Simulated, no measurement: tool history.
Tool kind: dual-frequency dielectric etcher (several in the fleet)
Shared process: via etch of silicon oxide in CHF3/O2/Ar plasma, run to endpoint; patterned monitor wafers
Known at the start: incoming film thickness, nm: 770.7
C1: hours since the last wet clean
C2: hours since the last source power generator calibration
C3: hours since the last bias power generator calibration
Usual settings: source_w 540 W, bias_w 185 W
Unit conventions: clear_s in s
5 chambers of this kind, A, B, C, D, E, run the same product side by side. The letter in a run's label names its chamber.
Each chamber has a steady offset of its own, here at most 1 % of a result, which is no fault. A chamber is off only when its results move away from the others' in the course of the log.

At hour 0.4: chamber B: wet clean of the chamber.
Run 1B, hour 8.7: usual settings; C1 8.3; C2 1111.6; C3 2724.1. Result: clear_s 400.90 s.
At hour 16.3: chamber A: wet clean of the chamber.
Run 2A, hour 16.9: usual settings; C1 0.7; C2 2662.4; C3 2824.3. Result: clear_s 397.01 s.
Run 3D, hour 23.9: usual settings; C1 74.1; C2 1133.7; C3 680.6. Result: clear_s 406.64 s.
Run 4C, hour 30.0: usual settings; C1 431.9; C2 3410.2; C3 1565.3. Result: clear_s 399.71 s.
Run 5E, hour 38.7: usual settings but source_w 470 W, bias_w 146 W; C1 86.8; C2 484.7; C3 1960.5. Result: clear_s 462.23 s.
Run 6C, hour 47.1: usual settings but source_w 470 W, bias_w 146 W; C1 449.0; C2 3427.3; C3 1582.4. Result: clear_s 454.61 s.
Run 7B, hour 55.2: usual settings but source_w 470 W, bias_w 146 W; C1 54.8; C2 1158.1; C3 2770.6. Result: clear_s 460.84 s.
At hour 57.7: chamber C: bias power generator calibrated.
Run 8E, hour 64.3: usual settings but source_w 470 W, bias_w 146 W; C1 112.4; C2 510.3; C3 1986.1. Result: clear_s 464.05 s.
Run 9A, hour 71.0: usual settings but source_w 470 W, bias_w 146 W; C1 54.8; C2 2716.5; C3 2878.4. Result: clear_s 451.72 s.
Run 10D, hour 79.4: usual settings; C1 129.6; C2 1189.2; C3 736.1. Result: clear_s 407.85 s.
Run 11E, hour 91.7: usual settings; C1 139.8; C2 537.7; C3 2013.5. Result: clear_s 403.97 s.
Run 12C, hour 103.4: usual settings; C1 505.3; C2 3483.6; C3 45.8. Result: clear_s 398.78 s.
Run 13A, hour 114.8: usual settings; C1 98.6; C2 2760.3; C3 2922.2. Result: clear_s 396.23 s.
Run 14D, hour 124.7: usual settings; C1 174.9; C2 1234.5; C3 781.4. Result: clear_s 406.93 s.
Run 15B, hour 134.9: usual settings; C1 134.5; C2 1237.8; C3 2850.3. Result: clear_s 402.50 s.
Run 16B, hour 143.4: usual settings; C1 143.0; C2 1246.3; C3 2858.8. Result: clear_s 403.68 s.
Run 17E, hour 156.0: usual settings; C1 204.1; C2 602.0; C3 2077.8. Result: clear_s 404.55 s.
Run 18D, hour 168.4: usual settings; C1 218.6; C2 1278.2; C3 825.1. Result: clear_s 405.44 s.
Run 19C, hour 179.5: usual settings; C1 581.4; C2 3559.7; C3 121.9. Result: clear_s 399.71 s.
Run 20A, hour 190.4: usual settings; C1 174.2; C2 2835.9; C3 2997.8. Result: clear_s 401.99 s.
Run 21D, hour 196.1: usual settings; C1 246.3; C2 1305.9; C3 852.8. Result: clear_s 407.12 s.
Run 22A, hour 207.6: usual settings but bias_w 218 W; C1 191.4; C2 2853.1; C3 3015.0. Result: clear_s 376.41 s.
Run 23C, hour 217.9: usual settings but bias_w 218 W; C1 619.8; C2 3598.1; C3 160.3. Result: clear_s 378.93 s.
At hour 223.9: chamber C: wet clean of the chamber.
Run 24B, hour 224.3: usual settings but bias_w 218 W; C1 223.9; C2 1327.2; C3 2939.7. Result: clear_s 381.69 s.
Run 25E, hour 235.0: usual settings but bias_w 218 W; C1 283.1; C2 681.0; C3 2156.8. Result: clear_s 381.79 s.
Run 26C, hour 246.2: usual settings but bias_w 218 W; C1 22.3; C2 3626.4; C3 188.6. Result: clear_s 377.00 s.
Run 27A, hour 251.7: usual settings; C1 235.5; C2 2897.2; C3 3059.1. Result: clear_s 396.90 s.
Run 28D, hour 260.1: usual settings; C1 310.3; C2 1369.9; C3 916.8. Result: clear_s 408.67 s.
Run 29E, hour 272.3: usual settings; C1 320.4; C2 718.3; C3 2194.1. Result: clear_s 401.24 s.
Run 30B, hour 279.7: usual settings; C1 279.3; C2 1382.6; C3 2995.1. Result: clear_s 399.16 s.
Run 31B, hour 287.2: usual settings; C1 286.8; C2 1390.1; C3 3002.6. Result: clear_s 402.52 s.
Run 32A, hour 294.0: usual settings; C1 277.8; C2 2939.5; C3 3101.4. Result: clear_s 399.91 s.
Run 33D, hour 304.4: usual settings; C1 354.6; C2 1414.2; C3 961.1. Result: clear_s 409.31 s.
Run 34C, hour 310.3: usual settings; C1 86.4; C2 3690.5; C3 252.7. Result: clear_s 399.66 s.
Run 35E, hour 316.4: usual settings; C1 364.5; C2 762.4; C3 2238.2. Result: clear_s 401.53 s.
Run 36E, hour 328.7: usual settings; C1 376.8; C2 774.7; C3 2250.5. Result: clear_s 402.44 s.

Is one chamber off against the others, does the gauge drift, or is nothing wrong? If a chamber is off, say which, and what the likeliest cause is.

All chambers stay in line apart from their small fixed offsets, and the gauge does not drift.

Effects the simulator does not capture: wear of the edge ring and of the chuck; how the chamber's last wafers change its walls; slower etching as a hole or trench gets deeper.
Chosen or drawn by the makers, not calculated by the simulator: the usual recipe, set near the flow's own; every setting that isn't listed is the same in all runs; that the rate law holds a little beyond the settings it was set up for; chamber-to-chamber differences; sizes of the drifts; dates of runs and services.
